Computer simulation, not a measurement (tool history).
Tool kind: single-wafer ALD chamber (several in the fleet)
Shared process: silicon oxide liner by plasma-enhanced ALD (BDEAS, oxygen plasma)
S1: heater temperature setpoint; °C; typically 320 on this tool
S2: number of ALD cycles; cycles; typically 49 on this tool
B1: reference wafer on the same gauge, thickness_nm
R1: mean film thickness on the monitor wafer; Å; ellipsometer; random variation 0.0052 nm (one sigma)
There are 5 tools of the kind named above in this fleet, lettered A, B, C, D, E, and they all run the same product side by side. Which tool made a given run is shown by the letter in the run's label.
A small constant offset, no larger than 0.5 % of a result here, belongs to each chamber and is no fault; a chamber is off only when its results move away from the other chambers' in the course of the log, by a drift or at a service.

| run | hour | S1 | S2 | B1 | R1 |
|---|---|---|---|---|---|
| 1D | 14.5 | 320 | 49 | 3.8689 | 44.377 |
| 2E | 27.6 | 320 | 49 | 3.8693 | 44.192 |
| 3B | 34.7 | 320 | 49 | 3.8691 | 44.3 |
| 4A | 41 | 320 | 49 | 3.8678 | 44.354 |
| 5C | 51.8 | 320 | 49 | 3.8663 | 44.416 |
| 6B | 60.3 | 320 | 49 | 3.8661 | 44.304 |
| 7D | 71.6 | 320 | 49 | 3.8654 | 44.249 |
|  | 78.4 | chamber D: thermocouple changed; heater temperature recalibrated |
| 8C | 85.1 | 320 | 49 | 3.8657 | 44.435 |
| 9E | 99 | 320 | 49 | 3.8649 | 44.071 |
| 10A | 105.6 | 320 | 49 | 3.8639 | 44.405 |
| 11B | 120.1 | 320 | 49 | 3.863 | 44.175 |
| 12D | 131.4 | 333 | 46 | 3.8629 | 40.663 |
| 13A | 138.7 | 333 | 46 | 3.8614 | 40.808 |
| 14E | 146.1 | 333 | 46 | 3.8625 | 40.661 |
| 15C | 155.9 | 333 | 46 | 3.8613 | 40.868 |
| 16D | 166.8 | 333 | 46 | 3.8616 | 40.679 |
| 17C | 175.5 | 320 | 49 | 3.8591 | 44.398 |
| 18E | 184.3 | 320 | 49 | 3.8596 | 44.066 |
| 19A | 192.8 | 330 | 40 | 3.8588 | 35.667 |
| 20B | 201.2 | 330 | 40 | 3.8591 | 35.538 |
| 21E | 213.3 | 330 | 40 | 3.8582 | 35.436 |
| 22D | 220.5 | 330 | 40 | 3.8587 | 35.511 |
|  | 225.7 | chamber E: thermocouple changed; heater temperature recalibrated |
| 23A | 231.5 | 330 | 40 | 3.8574 | 35.681 |
|  | 232.9 | chamber C: thermocouple changed; heater temperature recalibrated |
| 24B | 238.6 | 320 | 49 | 3.8579 | 44.228 |
| 25C | 245.1 | 320 | 49 | 3.8564 | 44.33 |
| 26C | 256.7 | 320 | 49 | 3.8561 | 44.324 |
| 27D | 265.8 | 320 | 49 | 3.856 | 44.122 |
| 28E | 279.5 | 320 | 49 | 3.8542 | 44.034 |
| 29A | 291.6 | 320 | 49 | 3.8543 | 44.25 |
| 30B | 298 | 320 | 49 | 3.8537 | 44.228 |
| 31D | 307.8 | 320 | 49 | 3.8546 | 44.02 |
| 32A | 316.4 | 320 | 49 | 3.8533 | 44.224 |
| 33B | 326.8 | 320 | 49 | 3.8519 | 44.241 |

Each of the 5 chambers runs these same settings next. Fill in every chamber's results:
| 34A | 337.2 | 320 | 49 |  | ? |
| 34B | 337.2 | 320 | 49 |  | ? |
| 34C | 337.2 | 320 | 49 |  | ? |
| 34D | 337.2 | 320 | 49 |  | ? |
| 34E | 337.2 | 320 | 49 |  | ? |

| run | R1 |
|---|---|
| 34A | 44.251 |
| 34B | 44.238 |
| 34C | 44.294 |
| 34D | 44.056 |
| 34E | 43.964 |

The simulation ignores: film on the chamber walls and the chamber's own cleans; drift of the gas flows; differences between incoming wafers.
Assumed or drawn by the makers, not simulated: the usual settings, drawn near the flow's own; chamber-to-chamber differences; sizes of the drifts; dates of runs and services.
